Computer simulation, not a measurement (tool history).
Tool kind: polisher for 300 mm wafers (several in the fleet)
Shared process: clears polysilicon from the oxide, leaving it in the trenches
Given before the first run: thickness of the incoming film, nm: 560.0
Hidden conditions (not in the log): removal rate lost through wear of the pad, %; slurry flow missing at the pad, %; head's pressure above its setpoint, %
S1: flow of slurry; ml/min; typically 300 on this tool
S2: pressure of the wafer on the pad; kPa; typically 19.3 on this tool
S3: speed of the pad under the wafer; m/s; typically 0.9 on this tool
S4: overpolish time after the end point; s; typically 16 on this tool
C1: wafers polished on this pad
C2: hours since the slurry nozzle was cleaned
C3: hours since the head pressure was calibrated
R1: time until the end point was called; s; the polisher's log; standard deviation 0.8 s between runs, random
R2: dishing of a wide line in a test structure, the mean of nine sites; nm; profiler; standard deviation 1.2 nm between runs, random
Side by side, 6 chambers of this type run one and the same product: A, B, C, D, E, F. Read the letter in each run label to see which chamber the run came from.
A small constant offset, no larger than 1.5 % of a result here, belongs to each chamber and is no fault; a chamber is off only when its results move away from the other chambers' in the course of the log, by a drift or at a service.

At hour 2.1: chamber A: slurry nozzle cleaned.
At hour 2.9: chamber A: head pressure recalibrated.
Run 1C, hour 4.3: usual settings; C1 700; C2 65.9; C3 743.0. Result: R1 48.625 s, R2 73.034 nm.
Run 2B, hour 10.5: usual settings; C1 795; C2 471.6; C3 667.3. Result: R1 48.210 s, R2 73.693 nm.
Run 3A, hour 16.1: usual settings; C1 703; C2 14.1; C3 13.2. Result: R1 49.339 s, R2 71.828 nm.
Run 4E, hour 23.2: usual settings; C1 843; C2 160.0; C3 769.0. Result: R1 47.873 s, R2 71.711 nm.
Run 5D, hour 27.1: usual settings but S1 200 ml/min; C1 359; C2 321.9; C3 292.6. Result: R1 52.255 s, R2 70.186 nm.
At hour 30.9: chamber E: worn pad replaced by a new one.
Run 6F, hour 34.2: usual settings but S1 200 ml/min; C1 320; C2 81.6; C3 311.9. Result: R1 51.819 s, R2 68.306 nm.
Run 7D, hour 41.7: usual settings but S1 200 ml/min; C1 453; C2 336.5; C3 307.2. Result: R1 52.340 s, R2 70.589 nm.
At hour 43.3: chamber A: worn pad replaced by a new one.
Run 8F, hour 48.2: usual settings but S1 200 ml/min; C1 410; C2 95.6; C3 325.9. Result: R1 51.224 s, R2 67.794 nm.
At hour 50.7: chamber B: worn pad replaced by a new one.
Run 9A, hour 54.4: usual settings but S1 200 ml/min; C1 72; C2 52.4; C3 51.5. Result: R1 52.364 s, R2 70.509 nm.
Run 10B, hour 60.6: usual settings but S1 200 ml/min; C1 64; C2 521.7; C3 717.4. Result: R1 50.778 s, R2 71.277 nm.
Run 11E, hour 65.2: usual settings; C1 221; C2 202.0; C3 811.0. Result: R1 46.913 s, R2 72.151 nm.
Run 12C, hour 70.0: usual settings; C1 1124; C2 131.6; C3 808.7. Result: R1 50.555 s, R2 69.961 nm.
Run 13D, hour 74.9: usual settings; C1 668; C2 369.7; C3 340.4. Result: R1 48.594 s, R2 69.352 nm.
Run 14E, hour 82.5: usual settings; C1 333; C2 219.3; C3 828.3. Result: R1 48.409 s, R2 69.913 nm.
Run 15B, hour 87.9: usual settings; C1 240; C2 549.0; C3 744.7. Result: R1 48.292 s, R2 71.357 nm.
Run 16F, hour 93.5: usual settings; C1 703; C2 140.9; C3 371.2. Result: R1 47.506 s, R2 68.372 nm.
At hour 98.2: chamber C: worn pad replaced by a new one.
Run 17A, hour 99.8: usual settings but S2 22.1 kPa; C1 365; C2 97.8; C3 96.9. Result: R1 42.503 s, R2 73.728 nm.
Run 18C, hour 106.8: usual settings but S2 22.1 kPa; C1 55; C2 168.4; C3 845.5. Result: R1 42.044 s, R2 74.960 nm.
Run 19C, hour 111.5: usual settings but S2 22.1 kPa; C1 86; C2 173.1; C3 850.2. Result: R1 42.461 s, R2 74.909 nm.
Run 20A, hour 116.0: usual settings but S2 22.1 kPa; C1 470; C2 114.0; C3 113.1. Result: R1 42.325 s, R2 72.850 nm.
Run 21F, hour 120.6: usual settings but S2 22.1 kPa; C1 878; C2 168.0; C3 398.3. Result: R1 42.888 s, R2 73.190 nm.
Run 22B, hour 124.2: usual settings but S2 22.1 kPa; C1 475; C2 585.3; C3 781.0. Result: R1 44.064 s, R2 74.396 nm.
At hour 127.2: chamber D: worn pad replaced by a new one.
Run 23E, hour 131.3: usual settings; C1 648; C2 268.1; C3 877.1. Result: R1 47.330 s, R2 72.087 nm.
At hour 134.4: chamber D: slurry nozzle cleaned.
Run 24D, hour 135.6: usual settings; C1 54; C2 1.2; C3 401.1. Result: R1 49.595 s, R2 69.801 nm.
Run 25C, hour 140.9: usual settings but S4 23 s; C1 276; C2 202.5; C3 879.6. Result: R1 48.191 s, R2 75.839 nm.
Run 26F, hour 145.7: usual settings but S4 23 s; C1 1040; C2 193.1; C3 423.4. Result: R1 48.419 s, R2 74.028 nm.
At hour 150.0: chamber B: slurry nozzle cleaned.
Run 27B, hour 151.1: usual settings but S4 23 s; C1 649; C2 1.1; C3 807.9. Result: R1 50.175 s, R2 75.961 nm.
Run 28A, hour 155.5: usual settings but S4 23 s; C1 725; C2 153.5; C3 152.6. Result: R1 49.273 s, R2 74.768 nm.
Run 29E, hour 160.6: usual settings but S4 23 s; C1 838; C2 297.4; C3 906.4. Result: R1 47.193 s, R2 75.724 nm.
Run 30D, hour 164.4: usual settings but S4 23 s; C1 240; C2 30.0; C3 429.9. Result: R1 49.596 s, R2 74.139 nm.
Run 31A, hour 167.9: usual settings; C1 805; C2 165.9; C3 165.0. Result: R1 49.091 s, R2 69.690 nm.
Run 32C, hour 174.2: usual settings; C1 491; C2 235.8; C3 912.9. Result: R1 49.975 s, R2 71.212 nm.
At hour 175.2: chamber E: worn pad replaced by a new one.
Run 33E, hour 181.5: usual settings; C1 41; C2 318.3; C3 927.3. Result: R1 48.060 s, R2 71.118 nm.
At hour 181.7: chamber A: worn pad replaced by a new one.
Run 34D, hour 185.1: usual settings; C1 374; C2 50.7; C3 450.6. Result: R1 48.263 s, R2 71.624 nm.
Run 35B, hour 191.3: usual settings; C1 909; C2 41.3; C3 848.1. Result: R1 49.833 s, R2 71.461 nm.
Run 36F, hour 198.9: usual settings; C1 1384; C2 246.3; C3 476.6. Result: R1 49.564 s, R2 68.404 nm.
Run 37E, hour 202.4: usual settings; C1 176; C2 339.2; C3 948.2. Result: R1 48.516 s, R2 70.239 nm.
At hour 204.6: chamber B: worn pad replaced by a new one.
Run 38A, hour 205.8: usual settings; C1 156; C2 203.8; C3 202.9. Result: R1 48.765 s, R2 68.654 nm.
Run 39B, hour 213.2: usual settings; C1 55; C2 63.2; C3 870.0. Result: R1 49.231 s, R2 70.861 nm.
Run 40F, hour 219.2: usual settings; C1 1515; C2 266.6; C3 496.9. Result: R1 50.485 s, R2 70.890 nm.
Run 41C, hour 224.7: usual settings; C1 817; C2 286.3; C3 963.4. Result: R1 47.004 s, R2 69.058 nm.
Run 42D, hour 229.1: usual settings; C1 658; C2 94.7; C3 494.6. Result: R1 48.073 s, R2 70.589 nm.
Run 43A, hour 235.5: usual settings; C1 348; C2 233.5; C3 232.6. Result: R1 48.974 s, R2 68.640 nm.

What goes on in this fleet: one chamber off, a drifting gauge, or nothing beyond the chambers' own small offsets? Name the chamber and the cause, if any.

Neither any chamber nor the gauge drifts; the chambers differ only by their own small, steady offsets.
